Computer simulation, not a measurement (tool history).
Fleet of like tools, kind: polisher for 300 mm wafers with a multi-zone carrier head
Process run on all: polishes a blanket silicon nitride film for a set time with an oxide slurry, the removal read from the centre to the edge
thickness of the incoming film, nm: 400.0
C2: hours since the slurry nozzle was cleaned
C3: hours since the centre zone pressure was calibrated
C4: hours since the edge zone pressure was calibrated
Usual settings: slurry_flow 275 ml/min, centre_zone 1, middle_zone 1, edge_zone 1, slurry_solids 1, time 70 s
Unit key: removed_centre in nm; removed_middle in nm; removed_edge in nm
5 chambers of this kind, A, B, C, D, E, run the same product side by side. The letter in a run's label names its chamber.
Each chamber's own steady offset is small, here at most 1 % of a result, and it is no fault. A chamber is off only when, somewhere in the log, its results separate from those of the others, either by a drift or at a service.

run 1D hour=2.2 | slurry_flow=275 centre_zone=1 middle_zone=1 edge_zone=1 slurry_solids=1 time=70 | wafers_polished_on_this_pad=1196 C2=16.1 C3=25.3 C4=514.5 | removed_centre=44.695 removed_middle=46.251 removed_edge=45.441
run 2C hour=6.3 | slurry_flow=275 centre_zone=1 middle_zone=1 edge_zone=1 slurry_solids=1 time=70 | wafers_polished_on_this_pad=402 C2=240 C3=178.5 C4=299.2 | removed_centre=44.738 removed_middle=45.26 removed_edge=45.663
-- hour=9.9 chamber D: worn pad replaced by a new one
run 3A hour=10 | slurry_flow=275 centre_zone=1 middle_zone=1 edge_zone=1 slurry_solids=1 time=70 | wafers_polished_on_this_pad=342 C2=150.8 C3=131.2 C4=842.8 | removed_centre=45.879 removed_middle=45.052 removed_edge=45.803
run 4E hour=12.4 | slurry_flow=275 centre_zone=1 middle_zone=1 edge_zone=1 slurry_solids=1 time=70 | wafers_polished_on_this_pad=803 C2=89.9 C3=54.2 C4=135.1 | removed_centre=45.162 removed_middle=45.528 removed_edge=45.174
run 5B hour=14.5 | slurry_flow=275 centre_zone=1 middle_zone=1 edge_zone=1 slurry_solids=1 time=70 | wafers_polished_on_this_pad=481 C2=478.5 C3=130.5 C4=61.5 | removed_centre=45.753 removed_middle=46.041 removed_edge=46.809
run 6C hour=18.7 | slurry_flow=275 centre_zone=1 middle_zone=1.07 edge_zone=1 slurry_solids=0.9 time=70 | wafers_polished_on_this_pad=520 C2=252.4 C3=190.9 C4=311.6 | removed_centre=42.714 removed_middle=46.595 removed_edge=42.759
-- hour=20.7 chamber E: worn pad replaced by a new one
run 7E hour=21.1 | slurry_flow=275 centre_zone=1 middle_zone=1.07 edge_zone=1 slurry_solids=0.9 time=70 | wafers_polished_on_this_pad=4 C2=98.6 C3=62.9 C4=143.8 | removed_centre=44.139 removed_middle=45.153 removed_edge=42.599
run 8D hour=24.1 | slurry_flow=275 centre_zone=1 middle_zone=1.07 edge_zone=1 slurry_solids=0.9 time=70 | wafers_polished_on_this_pad=134 C2=38 C3=47.2 C4=536.4 | removed_centre=43.005 removed_middle=45.849 removed_edge=42.736
run 9A hour=27 | slurry_flow=275 centre_zone=1 middle_zone=1.07 edge_zone=1 slurry_solids=0.9 time=70 | wafers_polished_on_this_pad=504 C2=167.8 C3=148.2 C4=859.8 | removed_centre=44.201 removed_middle=46.721 removed_edge=43.18
run 10B hour=30.1 | slurry_flow=275 centre_zone=1 middle_zone=1.07 edge_zone=1 slurry_solids=0.9 time=70 | wafers_polished_on_this_pad=629 C2=494.1 C3=146.1 C4=77.1 | removed_centre=44.044 removed_middle=46.392 removed_edge=44.023
run 11D hour=32.6 | slurry_flow=275 centre_zone=1 middle_zone=1 edge_zone=1 slurry_solids=1 time=70 | wafers_polished_on_this_pad=215 C2=46.5 C3=55.7 C4=544.9 | removed_centre=45.465 removed_middle=45.524 removed_edge=45.557
run 12A hour=36.2 | slurry_flow=275 centre_zone=1 middle_zone=1 edge_zone=0.92 slurry_solids=1 time=70 | wafers_polished_on_this_pad=591 C2=177 C3=157.4 C4=869 | removed_centre=43.796 removed_middle=45.708 removed_edge=43.622
run 13E hour=38.5 | slurry_flow=275 centre_zone=1 middle_zone=1 edge_zone=0.92 slurry_solids=1 time=70 | wafers_polished_on_this_pad=169 C2=116 C3=80.3 C4=161.2 | removed_centre=44.839 removed_middle=45.115 removed_edge=43.708
run 14C hour=42.6 | slurry_flow=275 centre_zone=1 middle_zone=1 edge_zone=0.92 slurry_solids=1 time=70 | wafers_polished_on_this_pad=746 C2=276.3 C3=214.8 C4=335.5 | removed_centre=44.857 removed_middle=45.716 removed_edge=43.922
run 15B hour=44.8 | slurry_flow=275 centre_zone=1 middle_zone=1 edge_zone=0.92 slurry_solids=1 time=70 | wafers_polished_on_this_pad=768 C2=508.8 C3=160.8 C4=91.8 | removed_centre=44.958 removed_middle=45.845 removed_edge=42.804
run 16E hour=47.5 | slurry_flow=275 centre_zone=1 middle_zone=1 edge_zone=0.92 slurry_solids=1 time=70 | wafers_polished_on_this_pad=254 C2=125 C3=89.3 C4=170.2 | removed_centre=45.066 removed_middle=44.997 removed_edge=42.814
run 17B hour=51.5 | slurry_flow=275 centre_zone=1 middle_zone=0.96 edge_zone=1 slurry_solids=1 time=70 | wafers_polished_on_this_pad=832 C2=515.5 C3=167.5 C4=98.5 | removed_centre=45.174 removed_middle=42.937 removed_edge=45.929
run 18D hour=53.9 | slurry_flow=275 centre_zone=1 middle_zone=0.96 edge_zone=1 slurry_solids=1 time=70 | wafers_polished_on_this_pad=417 C2=67.8 C3=77 C4=566.2 | removed_centre=44.368 removed_middle=43.461 removed_edge=45.254
run 19A hour=58.2 | slurry_flow=275 centre_zone=1 middle_zone=0.96 edge_zone=1 slurry_solids=1 time=70 | wafers_polished_on_this_pad=800 C2=199 C3=179.4 C4=891 | removed_centre=45.585 removed_middle=43.918 removed_edge=45.69
run 20C hour=61.4 | slurry_flow=275 centre_zone=1 middle_zone=0.96 edge_zone=1 slurry_solids=1 time=70 | wafers_polished_on_this_pad=925 C2=295.1 C3=233.6 C4=354.3 | removed_centre=46.487 removed_middle=44.259 removed_edge=45.006
run 21C hour=64.7 | slurry_flow=275 centre_zone=1 middle_zone=0.96 edge_zone=1 slurry_solids=1 time=70 | wafers_polished_on_this_pad=956 C2=298.4 C3=236.9 C4=357.6 | removed_centre=45.146 removed_middle=44.218 removed_edge=45.463
run 22D hour=67.3 | slurry_flow=275 centre_zone=1 middle_zone=1 edge_zone=1 slurry_solids=1 time=70 | wafers_polished_on_this_pad=544 C2=81.2 C3=90.4 C4=579.6 | removed_centre=45.363 removed_middle=45.523 removed_edge=46.48
run 23B hour=69.5 | slurry_flow=275 centre_zone=1 middle_zone=1 edge_zone=1 slurry_solids=1 time=70 | wafers_polished_on_this_pad=1002 C2=533.5 C3=185.5 C4=116.5 | removed_centre=43.597 removed_middle=44.001 removed_edge=44.317
run 24A hour=72.6 | slurry_flow=275 centre_zone=1 middle_zone=1 edge_zone=1 slurry_solids=1 time=70 | wafers_polished_on_this_pad=936 C2=213.4 C3=193.8 C4=905.4 | removed_centre=45.298 removed_middle=45.936 removed_edge=45.927
run 25E hour=74.6 | slurry_flow=275 centre_zone=1 middle_zone=1 edge_zone=1 slurry_solids=1 time=70 | wafers_polished_on_this_pad=511 C2=152.1 C3=116.4 C4=197.3 | removed_centre=45.003 removed_middle=45.188 removed_edge=44.9
-- hour=76 chamber A: slurry nozzle cleaned
run 26C hour=76.6 | slurry_flow=275 centre_zone=1 middle_zone=1 edge_zone=1 slurry_solids=1 time=70 | wafers_polished_on_this_pad=1069 C2=310.3 C3=248.8 C4=369.5 | removed_centre=45.403 removed_middle=45.669 removed_edge=46.815
run 27A hour=80.3 | slurry_flow=275 centre_zone=1 middle_zone=1 edge_zone=1 slurry_solids=1 time=70 | wafers_polished_on_this_pad=1009 C2=4.4 C3=201.5 C4=913.1 | removed_centre=45.445 removed_middle=45.764 removed_edge=44.559
run 28E hour=84.4 | slurry_flow=275 centre_zone=1 middle_zone=1 edge_zone=1 slurry_solids=1 time=70 | wafers_polished_on_this_pad=604 C2=161.9 C3=126.2 C4=207.1 | removed_centre=44.208 removed_middle=45.229 removed_edge=45.4
run 29B hour=88.5 | slurry_flow=275 centre_zone=1 middle_zone=1 edge_zone=1 slurry_solids=1 time=70 | wafers_polished_on_this_pad=1183 C2=552.5 C3=204.5 C4=135.5 | removed_centre=41.914 removed_middle=42.663 removed_edge=42.55
run 30D hour=90.9 | slurry_flow=275 centre_zone=1 middle_zone=1 edge_zone=1 slurry_solids=1 time=70 | wafers_polished_on_this_pad=768 C2=104.8 C3=114 C4=603.2 | removed_centre=44.647 removed_middle=46.43 removed_edge=46.198
run 31D hour=94 | slurry_flow=275 centre_zone=1 middle_zone=1 edge_zone=1 slurry_solids=1 time=70 | wafers_polished_on_this_pad=798 C2=107.9 C3=117.1 C4=606.3 | removed_centre=45.105 removed_middle=45.426 removed_edge=46.379
run 32A hour=96.8 | slurry_flow=275 centre_zone=1 middle_zone=1 edge_zone=1 slurry_solids=1 time=70 | wafers_polished_on_this_pad=1166 C2=20.9 C3=218 C4=929.6 | removed_centre=45.219 removed_middle=46.141 removed_edge=45.193
run 33C hour=101 | slurry_flow=275 centre_zone=1 middle_zone=1 edge_zone=1 slurry_solids=1 time=70 | wafers_polished_on_this_pad=1300 C2=334.7 C3=273.2 C4=393.9 | removed_centre=45.901 removed_middle=45.032 removed_edge=46.136
run 34E hour=105.4 | slurry_flow=275 centre_zone=1 middle_zone=1 edge_zone=1 slurry_solids=1 time=70 | wafers_polished_on_this_pad=804 C2=182.9 C3=147.2 C4=228.1 | removed_centre=45.887 removed_middle=45.293 removed_edge=44.693

Predict what each chamber gives when all 5 of them run the settings below next.
run 35A hour=108.5 | slurry_flow=275 centre_zone=1 middle_zone=1 edge_zone=0.91 slurry_solids=1 time=70 | removed_centre=? removed_middle=? removed_edge=?
run 35B hour=108.5 | slurry_flow=275 centre_zone=1 middle_zone=1 edge_zone=0.91 slurry_solids=1 time=70 | removed_centre=? removed_middle=? removed_edge=?
run 35C hour=108.5 | slurry_flow=275 centre_zone=1 middle_zone=1 edge_zone=0.91 slurry_solids=1 time=70 | removed_centre=? removed_middle=? removed_edge=?
run 35D hour=108.5 | slurry_flow=275 centre_zone=1 middle_zone=1 edge_zone=0.91 slurry_solids=1 time=70 | removed_centre=? removed_middle=? removed_edge=?
run 35E hour=108.5 | slurry_flow=275 centre_zone=1 middle_zone=1 edge_zone=0.91 slurry_solids=1 time=70 | removed_centre=? removed_middle=? removed_edge=?

run=35A removed_centre=46.282 removed_middle=45.219 removed_edge=43.147
run=35B removed_centre=41.723 removed_middle=41.431 removed_edge=39.061
run=35C removed_centre=46.182 removed_middle=45.5 removed_edge=43.741
run=35D removed_centre=45.637 removed_middle=44.435 removed_edge=43.813
run=35E removed_centre=45.79 removed_middle=45.349 removed_edge=43.587

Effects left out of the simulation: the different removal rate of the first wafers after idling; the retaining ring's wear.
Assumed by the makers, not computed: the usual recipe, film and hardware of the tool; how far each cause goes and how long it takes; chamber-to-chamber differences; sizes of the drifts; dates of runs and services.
